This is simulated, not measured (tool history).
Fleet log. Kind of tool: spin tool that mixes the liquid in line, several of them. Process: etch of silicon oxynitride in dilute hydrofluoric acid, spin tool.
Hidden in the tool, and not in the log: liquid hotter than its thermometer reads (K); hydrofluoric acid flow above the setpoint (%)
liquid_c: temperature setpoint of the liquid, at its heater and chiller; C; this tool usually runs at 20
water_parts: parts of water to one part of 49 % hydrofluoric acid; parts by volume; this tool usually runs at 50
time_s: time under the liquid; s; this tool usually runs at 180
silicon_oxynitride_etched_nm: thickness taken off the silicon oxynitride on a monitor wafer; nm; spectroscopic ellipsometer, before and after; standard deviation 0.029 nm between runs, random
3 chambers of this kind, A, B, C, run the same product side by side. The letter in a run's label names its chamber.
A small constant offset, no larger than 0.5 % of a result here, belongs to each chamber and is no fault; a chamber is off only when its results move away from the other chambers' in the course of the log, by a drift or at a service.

run   hour  liquid_c  water_parts  time_s  hours since the thermometer was replaced  hours since the hydrofluoric acid flow meter was replaced  read-back film thickness of the silicon oxynitride reference wafer, read on the same gauge (nm)  silicon_oxynitride_etched_nm
 1A    4.7        20           50     180                                      98.1                                                      389.5                                                                                           99.982                        4.4641
 2C   10.7        20           50     180                                        53                                                      311.8                                                                                           99.985                        4.4011
 3B     18        20           50     180                                     825.1                                                      273.7                                                                                           99.978                        4.4379
 4B   26.7        20           50     180                                     833.8                                                      282.4                                                                                           99.983                        4.4482
 5C   34.9        20           50     180                                      77.2                                                        336                                                                                            99.98                        4.3995
 6A   40.5        20           50     180                                     133.9                                                      425.3                                                                                           100.01                        4.4602
 7C   49.7      22.5           50     100                                        92                                                      350.8                                                                                           99.981                        2.7838
 8A   58.9      22.5           50     100                                     152.3                                                      443.7                                                                                           99.991                        2.8272
 9B     67      22.5           50     100                                     874.1                                                      322.7                                                                                           100.02                        2.7909
10C   74.6        20           50     180                                     116.9                                                      375.7                                                                                           99.998                        4.4767
11A   83.5        20           50     180                                     176.9                                                      468.3                                                                                           99.983                        4.5412
12B   90.5        20           50     180                                     897.6                                                      346.2                                                                                           100.03                        4.4092
13A   99.5        20           50     245                                     192.9                                                      484.3                                                                                           99.975                        6.0917
14C    105        20           50     245                                     147.3                                                      406.1                                                                                           99.991                        6.0235
15B  111.7        20           50     245                                     918.8                                                      367.4                                                                                           99.985                        6.0136
16B  116.1        20           60     180                                     923.2                                                      371.8                                                                                           99.997                        3.6739
17C  124.6        20           60     180                                     166.9                                                      425.7                                                                                           100.01                        3.6498
18A  132.9        20           60     180                                     226.3                                                      517.7                                                                                           99.984                        3.7014
19B  140.9        20           50     180                                       948                                                      396.6                                                                                           99.975                        4.4482
20A    148        20           50     180                                     241.4                                                      532.8                                                                                           99.991                        4.4295
21C  153.8        20           50     180                                     196.1                                                      454.9                                                                                           99.974                         4.401
22B  160.8        20           50     180                                     967.9                                                      416.5                                                                                           100.04                        4.4505
23A  168.9        20           50     180                                     262.3                                                      553.7                                                                                           100.01                        4.4436
24C  174.3        20           50     180                                     216.6                                                      475.4                                                                                           100.02                        4.4666
25B  180.7        20           50     180                                     987.8                                                      436.4                                                                                           99.985                        4.4071
26C  189.2        20           50     180                                     231.5                                                      490.3                                                                                           100.02                        4.4532
27A  194.9        20           50     180                                     288.3                                                      579.7                                                                                           99.999                        4.4868
28C  201.2        20           50     180                                     243.5                                                      502.3                                                                                           99.987                        4.4965
29B  208.1      23.5           50     245                                    1015.2                                                      463.8                                                                                           100.01                        7.1946
30A  215.6      23.5           50     245                                       309                                                      600.4                                                                                           99.978                        7.2965
     218.5  -- chamber A: hydrofluoric acid flow meter replaced
31A  222.7      23.5           50     245                                     316.1                                                        4.2                                                                                           99.983                        7.2026
32B    230        20           50     180                                    1037.1                                                      485.7                                                                                           100.02                        4.3974
33C  234.6        20           50     180                                     276.9                                                      535.7                                                                                            99.97                        4.4636
34A  239.2        20           40     115                                     332.6                                                       20.7                                                                                           100.01                        3.5759
35C  246.8        20           40     115                                     289.1                                                      547.9                                                                                           100.02                        3.5794
36B    253        20           40     115                                    1060.1                                                      508.7                                                                                            99.99                        3.5419
37A  258.1        20           50     180                                     351.5                                                       39.6                                                                                           100.02                        4.4813
38B  263.4        20           25      80                                    1070.5                                                      519.1                                                                                           100.01                        4.0182
39C  270.8        20           25      80                                     313.1                                                      571.9                                                                                           100.03                        4.0204
40B  279.2        20           25      80                                    1086.3                                                      534.9                                                                                           99.952                        4.0245
41C  286.1        20           50     180                                     328.4                                                      587.2                                                                                           99.977                        4.4602
42A  292.7        20           50     180                                     386.1                                                       74.2                                                                                           99.986                        4.4417
43B  299.6        20           50     180                                    1106.7                                                      555.3                                                                                           99.994                        4.4312

For the next run the whole fleet of 3 chambers uses the same settings. Give each chamber's results:
44A  306.3        20           50     180                                                                                                                                                                                                                                   ?
44B  306.3        20           50     180                                                                                                                                                                                                                                   ?
44C  306.3        20           50     180                                                                                                                                                                                                                                   ?

run  silicon_oxynitride_etched_nm
44A                        4.4464
44B                        4.3652
44C                        4.4844

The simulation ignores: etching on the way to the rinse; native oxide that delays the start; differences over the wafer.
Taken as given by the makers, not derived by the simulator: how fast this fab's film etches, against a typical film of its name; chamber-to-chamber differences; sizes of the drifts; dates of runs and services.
